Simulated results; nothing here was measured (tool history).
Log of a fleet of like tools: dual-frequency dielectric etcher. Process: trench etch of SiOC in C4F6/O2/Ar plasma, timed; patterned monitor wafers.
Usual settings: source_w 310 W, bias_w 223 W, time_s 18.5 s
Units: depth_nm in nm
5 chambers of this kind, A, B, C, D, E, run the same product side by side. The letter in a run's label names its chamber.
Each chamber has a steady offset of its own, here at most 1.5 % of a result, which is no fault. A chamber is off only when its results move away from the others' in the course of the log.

run   hour  source_w  bias_w  time_s  hours since the last wet clean  hours since the last source power generator calibration  hours since the last bias power generator calibration  read-back reference wafer on the same gauge, depth_nm  depth_nm
 1E    9.6       310     223    18.5                           426.9                                                   1522.0                                                 1577.4                                                 44.345    37.638
 2C   18.2       310     223    18.5                           303.6                                                   3811.1                                                 1348.8                                                 44.352    37.428
 3D   29.3       310     223    18.5                           366.8                                                    706.6                                                 1163.1                                                 44.281    37.276
 4B   34.5       310     223    18.5                           348.0                                                   1044.8                                                 2358.4                                                 44.318    37.878
      42.9  -- chamber B: bias power generator calibrated
 5A   45.7       310     223    18.5                           533.4                                                   2230.1                                                 1519.3                                                 44.329    36.934
 6A   50.6       310     241    18.5                           538.3                                                   2235.0                                                 1524.2                                                 44.329    37.906
 7C   56.1       310     241    18.5                           341.5                                                   3849.0                                                 1386.7                                                 44.245    38.145
 8B   61.6       310     241    18.5                           375.1                                                   1071.9                                                   18.7                                                 44.274    38.720
 9D   70.4       310     241    18.5                           407.9                                                    747.7                                                 1204.2                                                 44.320    37.966
10E   75.7       310     241    18.5                           493.0                                                   1588.1                                                 1643.5                                                 44.211    38.613
11C   81.2       310     223    18.5                           366.6                                                   3874.1                                                 1411.8                                                 44.316    36.953
12B   90.8       310     223    18.5                           404.3                                                   1101.1                                                   47.9                                                 44.369    37.645
13D   96.2       310     223    18.5                           433.7                                                    773.5                                                 1230.0                                                 44.289    36.950
14E  103.9       310     223    18.5                           521.2                                                   1616.3                                                 1671.7                                                 44.299    37.768
15A  112.7       310     223    18.5                           600.4                                                   2297.1                                                 1586.3                                                 44.309    36.954
16C  121.5       310     223    18.5                           406.9                                                   3914.4                                                 1452.1                                                 44.323    36.646
17B  128.5       310     223    18.5                           442.0                                                   1138.8                                                   85.6                                                 44.280    37.435
18E  137.4       310     223    18.5                           554.7                                                   1649.8                                                 1705.2                                                 44.285    37.593
19D  145.7       310     223    18.5                           483.2                                                    823.0                                                 1279.5                                                 44.337    37.001
20A  150.7       310     223    18.5                           638.4                                                   2335.1                                                 1624.3                                                 44.334    37.344
21D  160.5       310     223    18.5                           498.0                                                    837.8                                                 1294.3                                                 44.307    37.366
22C  171.3       270     223    22.0                           456.7                                                   3964.2                                                 1501.9                                                 44.292    41.163
     173.0  -- chamber A: wet clean of the chamber
     178.8  -- chamber E: wet clean of the chamber
23B  179.6       270     223    22.0                           493.1                                                   1189.9                                                  136.7                                                 44.345    42.540
     186.0  -- chamber B: wet clean of the chamber
24E  189.3       270     223    22.0                            10.5                                                   1701.7                                                 1757.1                                                 44.340    42.209
25A  197.1       270     223    22.0                            24.2                                                   2381.5                                                 1670.7                                                 44.292    41.999
26B  207.7       270     223    22.0                            21.8                                                   1218.0                                                  164.8                                                 44.337    42.549
     212.1  -- chamber D: wet clean of the chamber
27E  218.1       310     223    18.5                            39.3                                                   1730.5                                                 1785.9                                                 44.251    37.871
28D  224.5       310     223    18.5                            12.4                                                    901.8                                                 1358.3                                                 44.314    37.279
29A  233.4       310     223    18.5                            60.5                                                   2417.8                                                 1707.0                                                 44.327    36.959
30C  244.3       380     223    14.0                           529.7                                                   4037.2                                                 1574.9                                                 44.281    29.541
31C  252.6       380     223    14.0                           538.0                                                   4045.5                                                 1583.2                                                 44.245    29.791
32E  257.9       380     223    14.0                            79.1                                                   1770.3                                                 1825.7                                                 44.337    30.909
33A  267.9       380     223    14.0                            95.0                                                   2452.3                                                 1741.5                                                 44.346    30.378
34B  277.4       380     223    14.0                            91.5                                                   1287.7                                                  234.5                                                 44.250    30.893
35D  285.6       310     223    18.5                            73.5                                                    962.9                                                 1419.4                                                 44.337    37.509
36B  294.1       310     223    21.0                           108.2                                                   1304.4                                                  251.2                                                 44.323    42.917
37C  300.7       310     223    21.0                           586.1                                                   4093.6                                                 1631.3                                                 44.277    41.035
38A  309.5       310     223    21.0                           136.6                                                   2493.9                                                 1783.1                                                 44.301    42.034
39D  315.4       310     223    21.0                           103.3                                                    992.7                                                 1449.2                                                 44.293    42.343
40E  322.2       310     223    21.0                           143.4                                                   1834.6                                                 1890.0                                                 44.360    42.813
41A  328.2       310     223    18.5                           155.3                                                   2512.6                                                 1801.8                                                 44.344    37.097
42D  335.0       310     223    18.5                           122.9                                                   1012.3                                                 1468.8                                                 44.282    37.214

Is one chamber off against the others, does the gauge drift, or is nothing wrong? If a chamber is off, say which, and what the likeliest cause is.

Chamber C drifts away from the others.
Cause: etch rate under this chamber's usual, % = 3.52.

Here are 4 candidates for chamber C's next run, each the usual settings with a change, their results left as question marks. Which one brings its results back in line with what the others give on the usual settings?
In line means no further than this from the other chambers' mean on the usual settings: depth_nm 0.620 nm
43C-1  343.0       310     230    18.5                                                                                                                                                                                                                ?
43C-2  343.0       310     216    18.5                                                                                                                                                                                                                ?
43C-3  343.0       310     249    18.5                                                                                                                                                                                                                ?
43C-4  343.0       310     197    18.5                                                                                                                                                                                                                ?

The other chambers' mean on the usual settings: depth_nm 37.423 nm
  run  depth_nm
43C-1    36.297
43C-2    35.525
43C-3    37.309
43C-4    34.438
43C-3 brings the chamber back in line.

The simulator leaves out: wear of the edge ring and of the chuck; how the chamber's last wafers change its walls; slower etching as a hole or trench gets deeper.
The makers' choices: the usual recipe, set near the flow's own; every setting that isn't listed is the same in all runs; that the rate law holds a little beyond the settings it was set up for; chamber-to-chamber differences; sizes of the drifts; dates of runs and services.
